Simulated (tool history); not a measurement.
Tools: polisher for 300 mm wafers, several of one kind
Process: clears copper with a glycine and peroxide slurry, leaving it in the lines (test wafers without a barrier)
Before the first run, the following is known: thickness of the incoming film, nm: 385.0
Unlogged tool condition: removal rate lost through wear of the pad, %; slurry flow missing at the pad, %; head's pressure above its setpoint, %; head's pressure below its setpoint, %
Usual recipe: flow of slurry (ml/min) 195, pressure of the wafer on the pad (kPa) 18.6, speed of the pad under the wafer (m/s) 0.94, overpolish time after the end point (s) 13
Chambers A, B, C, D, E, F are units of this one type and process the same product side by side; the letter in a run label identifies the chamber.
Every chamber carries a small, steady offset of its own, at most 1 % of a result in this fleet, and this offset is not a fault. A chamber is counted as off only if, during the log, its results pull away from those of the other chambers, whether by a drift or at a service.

run,hour,flow of slurry (ml/min),pressure of the wafer on the pad (kPa),speed of the pad under the wafer (m/s),overpolish time after the end point (s),wafers polished on this pad,hours since the slurry nozzle was cleaned,hours since the head pressure was calibrated,time until the end point was called (s),dishing of a wide line in a test structure (Å)
1B,11.1,195,18.6,0.94,13,384,505.0,337.8,91.408,380.46
2A,18.3,195,18.6,0.94,13,353,258.8,358.7,90.383,383.00
3D,28.1,195,18.6,0.94,13,788,368.3,398.8,91.696,385.10
# hour 29.3: chamber D: worn pad replaced by a new one
# hour 34.2: chamber E: slurry nozzle cleaned
4E,38.2,195,18.6,0.94,13,751,4.1,165.5,89.655,380.78
# hour 45.4: chamber C: worn pad replaced by a new one
5F,45.4,195,18.6,0.94,13,598,87.9,606.2,88.729,394.46
# hour 46.0: chamber A: worn pad replaced by a new one
# hour 50.5: chamber F: worn pad replaced by a new one
# hour 53.4: chamber B: worn pad replaced by a new one
6C,53.8,195,18.6,0.94,13,99,789.0,582.7,89.679,384.47
# hour 58.1: chamber C: slurry nozzle cleaned
7E,63.6,195,18.6,0.94,13,1049,29.5,190.9,90.145,389.60
8A,70.6,195,18.6,0.94,13,288,311.1,411.0,92.373,380.24
# hour 78.4: chamber A: slurry nozzle cleaned
9F,79.0,195,18.6,0.94,13,334,121.5,639.8,91.941,386.75
10B,89.1,195,18.6,0.66,20,419,583.0,415.8,119.150,441.22
11D,95.0,195,18.6,0.66,20,771,435.2,465.7,119.660,435.75
# hour 102.4: chamber F: worn pad replaced by a new one
# hour 102.9: chamber D: worn pad replaced by a new one
12C,103.1,195,18.6,0.66,20,678,45.1,632.0,121.700,441.27
# hour 103.5: chamber A: worn pad replaced by a new one
13F,113.9,195,18.6,0.66,20,135,156.4,674.7,117.970,444.45
# hour 122.5: chamber D: slurry nozzle cleaned
# hour 122.6: chamber B: worn pad replaced by a new one
14B,123.3,195,18.6,0.66,20,9,617.2,450.0,119.020,432.76
15C,130.8,195,18.6,0.66,20,1003,72.8,659.7,122.880,431.44
16D,136.3,195,18.6,0.94,13,393,13.8,507.0,87.429,388.59
17A,142.3,195,18.6,0.94,13,455,64.0,482.7,93.397,382.64
# hour 152.3: chamber C: worn pad replaced by a new one
18E,152.3,195,18.6,0.94,13,2090,118.2,279.6,95.443,368.80
# hour 154.1: chamber A: worn pad replaced by a new one
19D,157.2,195,18.6,0.94,13,638,34.7,527.9,91.941,390.31
# hour 162.2: chamber F: worn pad replaced by a new one
20C,162.2,195,18.6,0.94,13,116,104.2,691.1,90.837,391.59
21A,167.5,195,18.6,0.94,13,157,89.2,507.9,89.750,382.40
22F,172.6,195,18.6,0.94,6,122,215.1,733.4,89.528,192.72
# hour 178.5: chamber D: worn pad replaced by a new one
23E,179.6,195,18.6,0.94,6,2410,145.5,306.9,96.467,181.42
24B,185.0,195,18.6,0.94,6,733,678.9,511.7,90.401,193.33
25D,192.3,195,18.6,0.94,6,162,69.8,563.0,89.688,189.09
26A,200.8,195,18.6,0.94,6,548,122.5,541.2,90.538,189.76
# hour 206.7: chamber A: worn pad replaced by a new one
27B,210.4,195,18.6,0.94,6,1031,704.3,537.1,89.172,187.95
# hour 213.7: chamber B: worn pad replaced by a new one
# hour 214.3: chamber F: worn pad replaced by a new one
28C,220.7,195,18.6,0.94,13,803,162.7,749.6,92.451,384.68
29F,225.8,195,18.6,0.94,13,134,268.3,786.6,88.713,386.79
30E,231.3,195,18.6,0.94,13,3017,197.2,358.6,96.484,353.86
# hour 240.6: chamber C: worn pad replaced by a new one
31F,241.9,195,18.6,0.94,13,323,284.4,802.7,88.519,386.26
32A,252.7,195,18.6,0.94,13,540,174.4,593.1,91.543,383.38
# hour 255.8: chamber D: worn pad replaced by a new one
33B,258.4,195,18.6,0.94,13,525,752.3,585.1,88.197,387.06
# hour 262.0: chamber C: head pressure recalibrated
# hour 265.3: chamber A: worn pad replaced by a new one
34C,265.6,195,18.6,0.94,13,294,207.6,3.6,89.255,388.01
# hour 268.0: chamber B: slurry nozzle cleaned
35E,271.9,195,18.6,0.94,13,3493,237.8,399.2,98.991,350.79
36D,278.6,195,18.6,0.94,13,268,156.1,649.3,90.401,382.20
37B,288.5,195,18.6,0.94,13,878,20.5,615.2,90.289,381.96
38A,296.7,195,18.6,0.94,13,368,218.4,637.1,87.497,382.55

Predict what each chamber gives when all 6 of them run the settings below next.
39A,304.8,195,18.6,0.94,20,,,,?,?
39B,304.8,195,18.6,0.94,20,,,,?,?
39C,304.8,195,18.6,0.94,20,,,,?,?
39D,304.8,195,18.6,0.94,20,,,,?,?
39E,304.8,195,18.6,0.94,20,,,,?,?
39F,304.8,195,18.6,0.94,20,,,,?,?

run,time until the end point was called (s),dishing of a wide line in a test structure (Å)
39A,93.151,552.08
39B,89.431,553.05
39C,90.365,548.15
39D,90.541,544.28
39E,100.090,501.85
39F,90.051,548.62

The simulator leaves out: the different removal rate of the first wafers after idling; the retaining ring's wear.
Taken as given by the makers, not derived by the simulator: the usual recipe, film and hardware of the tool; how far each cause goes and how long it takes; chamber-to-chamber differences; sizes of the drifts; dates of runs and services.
